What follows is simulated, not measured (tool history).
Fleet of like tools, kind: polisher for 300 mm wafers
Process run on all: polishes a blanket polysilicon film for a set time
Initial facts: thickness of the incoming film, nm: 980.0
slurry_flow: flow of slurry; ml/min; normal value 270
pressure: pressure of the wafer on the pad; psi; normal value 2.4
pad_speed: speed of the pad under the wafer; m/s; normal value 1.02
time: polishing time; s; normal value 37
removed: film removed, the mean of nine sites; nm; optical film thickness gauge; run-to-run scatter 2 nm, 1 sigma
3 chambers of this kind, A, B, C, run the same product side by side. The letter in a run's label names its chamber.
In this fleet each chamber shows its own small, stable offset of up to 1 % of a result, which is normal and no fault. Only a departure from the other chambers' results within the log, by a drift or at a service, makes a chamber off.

run   hour  slurry_flow  pressure  pad_speed  time  removed
       4.7  -- chamber B: worn pad replaced by a new one
 1B    7.7          270       2.4       1.02    37   227.15
 2A   12.9          270       2.4       1.02    37   224.86
      17.7  -- chamber C: worn pad replaced by a new one
 3C   19.6          270       2.4       1.02    37   218.06
      28.9  -- chamber A: worn pad replaced by a new one
 4C   29.9          270       2.4       1.02    37   221.67
 5A   39.7          270       2.4       1.02    37   220.39
 6B   45.3          270       2.4       1.02    37   221.94
 7A   54.3          200       2.4       1.02    37    214.6
 8B   65.2          200       2.4       1.02    37   214.78
      71.4  -- chamber B: worn pad replaced by a new one
 9C   72.1          200       2.4       1.02    37   209.82
      80.7  -- chamber C: worn pad replaced by a new one
10C   82.1          270       2.4       1.02    37   217.22
11B   88.8          270       2.4       1.02    37   222.99
12A   99.3          270       1.9       1.02    33   155.12
13A  107.6          270       1.9       1.02    33   155.62
14B  112.9          270       1.9       1.02    33   159.87
     115.5  -- chamber A: worn pad replaced by a new one
15C  122.3          270       2.4       1.02    37   213.57
16B  128.3          270       2.4       1.02    37   223.93
       131  -- chamber C: worn pad replaced by a new one
17A  138.5          270         2       1.02    37   184.28
     139.5  -- chamber B: worn pad replaced by a new one
18C    144          270         2       1.02    37   172.83
19A  150.3          270         2       1.02    37   182.32
20C  161.1          270       2.4       1.02    37   214.07
21B  166.2          270       2.4       1.02    37   223.85
22A  176.9          270       2.4       1.02    37   222.57
23B  181.8          300       2.4       1.22    37   270.13
     186.9  -- chamber C: worn pad replaced by a new one
24C  187.9          300       2.4       1.22    37    251.2
25A  193.4          300       2.4       1.22    37   268.84
     193.7  -- chamber A: worn pad replaced by a new one
26B  198.2          270       2.4       1.02    37   224.45
27C  208.6          270       2.4       1.02    37   202.94
     210.4  -- chamber B: worn pad replaced by a new one
28A  216.6          270       2.4       1.02    37   219.21
     220.1  -- chamber C: slurry nozzle cleaned
29C  222.1          270       2.4       1.02    37   203.65
30B  227.7          270       2.4       1.02    37   223.87
31A  233.2          270       2.4       1.02    37   222.71
32C  238.3          270       2.4       1.02    37   200.45
33B  247.3          270       2.4       1.02    37   228.74
     252.4  -- chamber C: worn pad replaced by a new one
34C  258.3          195       2.4       0.72    37   132.45
35B  264.6          195       2.4       0.72    37   152.96
36A  273.3          195       2.4       0.72    37   149.02
37B    283          270       2.4       1.02    37   221.72

Is one chamber out of step, is the gauge drifting, or do the chambers differ by no more than their own small offsets? For an off chamber, give its letter and the likeliest cause.

Little by little, chamber C moves away from the other chambers.
What lies behind it: head's pressure below its setpoint, % = 11.7.

Below are 4 candidate recipes for chamber C's next run, each the usual settings with a change, their results shown as question marks. Which of them brings C's results back in line with what the other chambers give on the usual settings?
Allowed miss from the other chambers' usual-settings mean, per result, to count as in line: removed 7 nm
38C-1  290.9          270       2.1       1.02    37        ?
38C-2  290.9          270       2.5       1.06    39        ?
38C-3  290.9          270       2.4       0.98    36        ?
38C-4  290.9          270       2.4       1.08    37        ?

What the other chambers average on the usual settings: removed 222.46 nm
  run  removed
38C-1   170.57
38C-2   223.17
38C-3   182.51
38C-4   207.02
The right change is 38C-2: it brings the chamber back within the allowed miss of the others.

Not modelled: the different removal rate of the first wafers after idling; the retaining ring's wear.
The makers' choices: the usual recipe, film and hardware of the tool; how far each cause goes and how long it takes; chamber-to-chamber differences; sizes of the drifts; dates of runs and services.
